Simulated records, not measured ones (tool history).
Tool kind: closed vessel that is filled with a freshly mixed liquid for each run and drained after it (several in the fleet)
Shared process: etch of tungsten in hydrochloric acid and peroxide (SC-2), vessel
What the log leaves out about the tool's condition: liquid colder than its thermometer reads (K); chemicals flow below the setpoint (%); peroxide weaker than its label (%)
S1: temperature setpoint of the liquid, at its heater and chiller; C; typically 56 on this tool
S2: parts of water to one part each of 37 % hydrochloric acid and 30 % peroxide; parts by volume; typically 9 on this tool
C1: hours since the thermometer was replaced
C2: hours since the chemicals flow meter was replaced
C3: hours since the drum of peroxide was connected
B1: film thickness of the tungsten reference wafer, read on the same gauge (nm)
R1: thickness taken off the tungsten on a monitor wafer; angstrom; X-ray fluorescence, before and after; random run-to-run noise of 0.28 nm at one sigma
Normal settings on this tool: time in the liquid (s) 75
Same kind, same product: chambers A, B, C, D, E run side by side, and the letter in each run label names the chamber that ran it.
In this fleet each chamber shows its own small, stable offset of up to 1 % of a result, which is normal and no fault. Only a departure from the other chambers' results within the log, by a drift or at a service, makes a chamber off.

{"run": "1A", "hour": 7.4, "S1": 56, "S2": 9, "time in the liquid (s)": 75, "C1": 62.7, "C2": 757.6, "C3": 600.9, "B1": 90.001, "R1": 281.94}
{"run": "2E", "hour": 19.1, "S1": 56, "S2": 9, "time in the liquid (s)": 75, "C1": 27.2, "C2": 619.8, "C3": 561.9, "B1": 90.029, "R1": 283.7}
{"run": "3C", "hour": 30.1, "S1": 56, "S2": 9, "time in the liquid (s)": 75, "C1": 1231.7, "C2": 97.2, "C3": 243.9, "B1": 90.034, "R1": 287.39}
{"run": "4B", "hour": 35.4, "S1": 56, "S2": 9, "time in the liquid (s)": 75, "C1": 132.3, "C2": 1027.6, "C3": 196.3, "B1": 89.987, "R1": 278.22}
{"run": "5D", "hour": 43.1, "S1": 56, "S2": 9, "time in the liquid (s)": 75, "C1": 359.3, "C2": 712.8, "C3": 59.6, "B1": 90.005, "R1": 285.35}
{"run": "6E", "hour": 54.1, "S1": 56, "S2": 9, "time in the liquid (s)": 75, "C1": 62.2, "C2": 654.8, "C3": 596.9, "B1": 89.968, "R1": 281.9}
{"run": "7D", "hour": 61.6, "S1": 56, "S2": 9, "time in the liquid (s)": 75, "C1": 377.8, "C2": 731.3, "C3": 78.1, "B1": 90.035, "R1": 284.65}
{"run": "8B", "hour": 71.3, "S1": 56, "S2": 9, "time in the liquid (s)": 75, "C1": 168.2, "C2": 1063.5, "C3": 232.2, "B1": 90.005, "R1": 286.24}
{"run": "9A", "hour": 80.7, "S1": 56, "S2": 9, "time in the liquid (s)": 75, "C1": 136, "C2": 830.9, "C3": 674.2, "B1": 89.997, "R1": 286.68}
{"run": "10C", "hour": 92.1, "S1": 56, "S2": 9, "time in the liquid (s)": 75, "C1": 1293.7, "C2": 159.2, "C3": 305.9, "B1": 90.011, "R1": 287.85}
{"run": "11D", "hour": 99.7, "S1": 56, "S2": 11.5, "time in the liquid (s)": 55, "C1": 415.9, "C2": 769.4, "C3": 116.2, "B1": 89.991, "R1": 170.24}
{"run": "12C", "hour": 104.9, "S1": 56, "S2": 11.5, "time in the liquid (s)": 55, "C1": 1306.5, "C2": 172, "C3": 318.7, "B1": 89.99, "R1": 169.17}
{"run": "13B", "hour": 116.5, "S1": 56, "S2": 11.5, "time in the liquid (s)": 55, "C1": 213.4, "C2": 1108.7, "C3": 277.4, "B1": 90.031, "R1": 165.92}
{"run": "14A", "hour": 127.7, "S1": 56, "S2": 11.5, "time in the liquid (s)": 55, "C1": 183, "C2": 877.9, "C3": 721.2, "B1": 90.013, "R1": 168.42}
{"hour": 134.8, "done": "chamber E: new drum of peroxide connected"}
{"run": "15E", "hour": 137.5, "S1": 56, "S2": 11.5, "time in the liquid (s)": 55, "C1": 145.6, "C2": 738.2, "C3": 2.8, "B1": 89.987, "R1": 171.31}
{"run": "16C", "hour": 145.0, "S1": 56, "S2": 9, "time in the liquid (s)": 75, "C1": 1346.6, "C2": 212.1, "C3": 358.8, "B1": 89.987, "R1": 284.05}
{"run": "17A", "hour": 150.6, "S1": 56, "S2": 9, "time in the liquid (s)": 75, "C1": 205.9, "C2": 900.8, "C3": 744.1, "B1": 89.972, "R1": 284.87}
{"run": "18E", "hour": 160.6, "S1": 56, "S2": 9, "time in the liquid (s)": 75, "C1": 168.7, "C2": 761.3, "C3": 25.9, "B1": 89.987, "R1": 283.54}
{"run": "19B", "hour": 171.7, "S1": 56, "S2": 9, "time in the liquid (s)": 75, "C1": 268.6, "C2": 1163.9, "C3": 332.6, "B1": 90.023, "R1": 284.92}
{"run": "20D", "hour": 180.3, "S1": 56, "S2": 9, "time in the liquid (s)": 75, "C1": 496.5, "C2": 850, "C3": 196.8, "B1": 90.008, "R1": 285.46}
{"run": "21E", "hour": 189.4, "S1": 56, "S2": 9, "time in the liquid (s)": 75, "C1": 197.5, "C2": 790.1, "C3": 54.7, "B1": 90.011, "R1": 285.18}
{"hour": 194.0, "done": "chamber B: new drum of peroxide connected"}
{"run": "22C", "hour": 198.7, "S1": 56, "S2": 9, "time in the liquid (s)": 75, "C1": 1400.3, "C2": 265.8, "C3": 412.5, "B1": 89.958, "R1": 274.29}
{"run": "23B", "hour": 210.1, "S1": 56, "S2": 9, "time in the liquid (s)": 75, "C1": 307, "C2": 1202.3, "C3": 16.1, "B1": 89.999, "R1": 283.75}
{"run": "24D", "hour": 216.3, "S1": 56, "S2": 10.5, "time in the liquid (s)": 75, "C1": 532.5, "C2": 886, "C3": 232.8, "B1": 90.006, "R1": 248.81}
{"run": "25A", "hour": 225.9, "S1": 56, "S2": 10.5, "time in the liquid (s)": 75, "C1": 281.2, "C2": 976.1, "C3": 819.4, "B1": 90.016, "R1": 249.44}
{"run": "26C", "hour": 237.0, "S1": 56, "S2": 10.5, "time in the liquid (s)": 75, "C1": 1438.6, "C2": 304.1, "C3": 450.8, "B1": 90.012, "R1": 236.28}
{"hour": 243.3, "done": "chamber D: thermometer replaced"}
{"run": "27B", "hour": 245.8, "S1": 56, "S2": 10.5, "time in the liquid (s)": 75, "C1": 342.7, "C2": 1238, "C3": 51.8, "B1": 89.998, "R1": 250.23}
{"run": "28A", "hour": 254.3, "S1": 56, "S2": 10.5, "time in the liquid (s)": 75, "C1": 309.6, "C2": 1004.5, "C3": 847.8, "B1": 89.978, "R1": 249.77}
{"run": "29E", "hour": 260.3, "S1": 56, "S2": 9, "time in the liquid (s)": 75, "C1": 268.4, "C2": 861, "C3": 125.6, "B1": 90.001, "R1": 284.24}
{"run": "30D", "hour": 265.4, "S1": 56, "S2": 12, "time in the liquid (s)": 55, "C1": 22.1, "C2": 935.1, "C3": 281.9, "B1": 89.971, "R1": 165.34}
{"run": "31D", "hour": 271.6, "S1": 56, "S2": 12, "time in the liquid (s)": 55, "C1": 28.3, "C2": 941.3, "C3": 288.1, "B1": 89.976, "R1": 164.59}
{"run": "32E", "hour": 281.5, "S1": 56, "S2": 12, "time in the liquid (s)": 55, "C1": 289.6, "C2": 882.2, "C3": 146.8, "B1": 89.994, "R1": 165.89}
{"run": "33C", "hour": 291.5, "S1": 56, "S2": 12, "time in the liquid (s)": 55, "C1": 1493.1, "C2": 358.6, "C3": 505.3, "B1": 89.958, "R1": 151.02}
{"run": "34A", "hour": 300.8, "S1": 56, "S2": 12, "time in the liquid (s)": 55, "C1": 356.1, "C2": 1051, "C3": 894.3, "B1": 90.009, "R1": 165.3}
{"run": "35B", "hour": 306.4, "S1": 56, "S2": 9, "time in the liquid (s)": 75, "C1": 403.3, "C2": 1298.6, "C3": 112.4, "B1": 90.003, "R1": 280.76}
{"run": "36E", "hour": 315.2, "S1": 56, "S2": 9, "time in the liquid (s)": 75, "C1": 323.3, "C2": 915.9, "C3": 180.5, "B1": 89.985, "R1": 286.03}
{"run": "37B", "hour": 323.9, "S1": 56, "S2": 9, "time in the liquid (s)": 75, "C1": 420.8, "C2": 1316.1, "C3": 129.9, "B1": 89.987, "R1": 280.14}
{"run": "38A", "hour": 334.9, "S1": 56, "S2": 9, "time in the liquid (s)": 75, "C1": 390.2, "C2": 1085.1, "C3": 928.4, "B1": 90.012, "R1": 282.99}
{"run": "39D", "hour": 341.3, "S1": 56, "S2": 9, "time in the liquid (s)": 75, "C1": 98, "C2": 1011, "C3": 357.8, "B1": 90.011, "R1": 284.75}
{"run": "40C", "hour": 347.3, "S1": 56, "S2": 9, "time in the liquid (s)": 75, "C1": 1548.9, "C2": 414.4, "C3": 561.1, "B1": 89.996, "R1": 262.49}
{"run": "41C", "hour": 352.8, "S1": 56, "S2": 9, "time in the liquid (s)": 75, "C1": 1554.4, "C2": 419.9, "C3": 566.6, "B1": 90.014, "R1": 255.68}
{"run": "42D", "hour": 361.1, "S1": 56, "S2": 9, "time in the liquid (s)": 75, "C1": 117.8, "C2": 1030.8, "C3": 377.6, "B1": 90.009, "R1": 284.06}

All chambers now run identical settings, listed one chamber a line with results as question marks. What results will each chamber show?
{"run": "43A", "hour": 369.5, "S1": 56, "S2": 9, "time in the liquid (s)": 75, "R1": "?"}
{"run": "43B", "hour": 369.5, "S1": 56, "S2": 9, "time in the liquid (s)": 75, "R1": "?"}
{"run": "43C", "hour": 369.5, "S1": 56, "S2": 9, "time in the liquid (s)": 75, "R1": "?"}
{"run": "43D", "hour": 369.5, "S1": 56, "S2": 9, "time in the liquid (s)": 75, "R1": "?"}
{"run": "43E", "hour": 369.5, "S1": 56, "S2": 9, "time in the liquid (s)": 75, "R1": "?"}

run=43A R1=283.4
run=43B R1=281.6
run=43C R1=250.74
run=43D R1=285.46
run=43E R1=284.98
